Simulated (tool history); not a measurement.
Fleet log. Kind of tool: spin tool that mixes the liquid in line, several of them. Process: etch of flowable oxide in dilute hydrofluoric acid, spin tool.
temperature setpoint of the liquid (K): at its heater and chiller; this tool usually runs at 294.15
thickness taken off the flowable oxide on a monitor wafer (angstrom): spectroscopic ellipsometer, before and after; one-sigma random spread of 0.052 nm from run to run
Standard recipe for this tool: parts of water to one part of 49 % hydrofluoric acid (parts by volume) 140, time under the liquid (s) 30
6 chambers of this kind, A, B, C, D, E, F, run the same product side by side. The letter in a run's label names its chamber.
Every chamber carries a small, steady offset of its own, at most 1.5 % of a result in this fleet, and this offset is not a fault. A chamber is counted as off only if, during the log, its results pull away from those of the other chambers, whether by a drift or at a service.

run	hour	temperature setpoint of the liquid (K)	parts of water to one part of 49 % hydrofluoric acid (parts by volume)	time under the liquid (s)	hours since the thermometer was replaced	hours since the hydrofluoric acid flow meter was replaced	read-back film thickness of the flowable oxide reference wafer, read on the same gauge (nm)	thickness taken off the flowable oxide on a monitor wafer (angstrom)
1F	11.2	294.15	140	30	1902.5	1797.5	99.994	55.285
2D	17.4	294.15	140	30	1615.8	1135.5	99.980	53.801
3B	23.5	294.15	140	30	76.9	1090.1	99.972	53.626
4A	31.6	294.15	140	30	1117.2	422.0	99.988	55.103
5C	43.0	294.15	140	30	2741.9	247.7	99.956	56.354
6E	49.1	294.15	140	30	935.7	357.9	100.000	54.223
7A	60.6	294.15	140	30	1146.2	451.0	100.030	54.500
8F	66.7	294.15	140	30	1958.0	1853.0	100.030	55.668
9E	77.5	294.15	140	30	964.1	386.3	99.943	54.401
10C	83.6	298.65	95	30	2782.5	288.3	100.000	103.570
# hour 88.7: chamber F: hydrofluoric acid flow meter replaced
11D	92.6	298.65	95	30	1691.0	1210.7	99.951	101.190
12B	98.0	298.65	95	30	151.4	1164.6	100.000	102.130
# hour 99.7: chamber D: hydrofluoric acid flow meter replaced
13E	107.6	298.65	95	30	994.2	416.4	99.996	101.020
14C	113.6	298.65	95	30	2812.5	318.3	99.960	100.980
15F	119.0	298.65	95	30	2010.3	30.4	100.030	100.870
16B	130.7	294.15	140	30	184.1	1197.3	100.000	54.729
17D	142.0	294.15	140	30	1740.4	42.3	99.935	54.127
18A	150.8	294.15	140	30	1236.4	541.2	100.070	53.497
19C	157.2	294.15	140	30	2856.1	361.9	99.980	54.940
20F	169.1	294.15	140	30	2060.4	80.5	99.990	55.182
21D	174.8	294.15	140	20	1773.2	75.1	100.010	36.260
22B	183.5	294.15	140	20	236.9	1250.1	100.010	36.454
23E	190.9	294.15	140	20	1077.5	499.7	100.020	35.897
24A	201.5	294.15	140	20	1287.1	591.9	100.010	34.733
25B	209.0	294.15	140	20	262.4	1275.6	99.984	35.829
26D	217.1	294.15	140	20	1815.5	117.4	100.010	36.689
27A	224.1	294.15	140	30	1309.7	614.5	100.000	52.726
28E	229.8	294.15	140	30	1116.4	538.6	99.994	54.311
29C	236.9	294.15	140	30	2935.8	441.6	99.975	55.866
30F	246.8	294.15	140	30	2138.1	158.2	99.992	55.366
31A	255.2	294.15	140	30	1340.8	645.6	99.992	52.308
32F	264.2	294.15	140	30	2155.5	175.6	100.010	54.958
33D	273.6	294.15	140	30	1872.0	173.9	99.999	54.982
34C	285.3	294.15	140	30	2984.2	490.0	100.010	56.130
35E	294.6	294.15	140	30	1181.2	603.4	99.967	54.927
36B	303.3	294.15	140	30	356.7	1369.9	99.963	54.335
37D	313.1	294.15	140	30	1911.5	213.4	99.991	54.953
38C	322.1	294.15	140	30	3021.0	526.8	100.010	55.193
39A	330.9	294.15	140	30	1416.5	721.3	99.978	50.302
40B	337.8	294.15	140	30	391.2	1404.4	100.020	54.182
41F	347.2	294.15	140	30	2238.5	258.6	99.940	55.191

Has any chamber moved away from the others, gradually or after a service, or does the common gauge drift, or do the chambers differ only by their own small steady offsets? State the chamber and the most likely cause if one applies.

It is chamber A that slowly wanders off from its peers.
Cause: hydrofluoric acid flow below the setpoint (%) = 6.95.
With only this log, it may be confused with: liquid colder than its thermometer reads (K).

Chamber A could run next with any of the 4 candidate recipes listed below; each alters the usual settings, and their results appear as question marks. Which one brings its results back in line with what the other chambers deliver on the usual settings?
Allowed miss from the other chambers' usual-settings mean, per result, to count as in line: thickness taken off the flowable oxide on a monitor wafer (angstrom) 1.800
42A-1	355.9	294.65	125	30				?
42A-2	355.9	294.15	130	30				?
42A-3	355.9	290.65	140	30				?
42A-4	355.9	292.15	140	30				?

The mean the other chambers reach with the usual settings: thickness taken off the flowable oxide on a monitor wafer (angstrom) 54.780
run	thickness taken off the flowable oxide on a monitor wafer (angstrom)
42A-1	58.210
42A-2	54.594
42A-3	43.628
42A-4	46.340
The right change is 42A-2: it brings the chamber back within the allowed miss of the others.
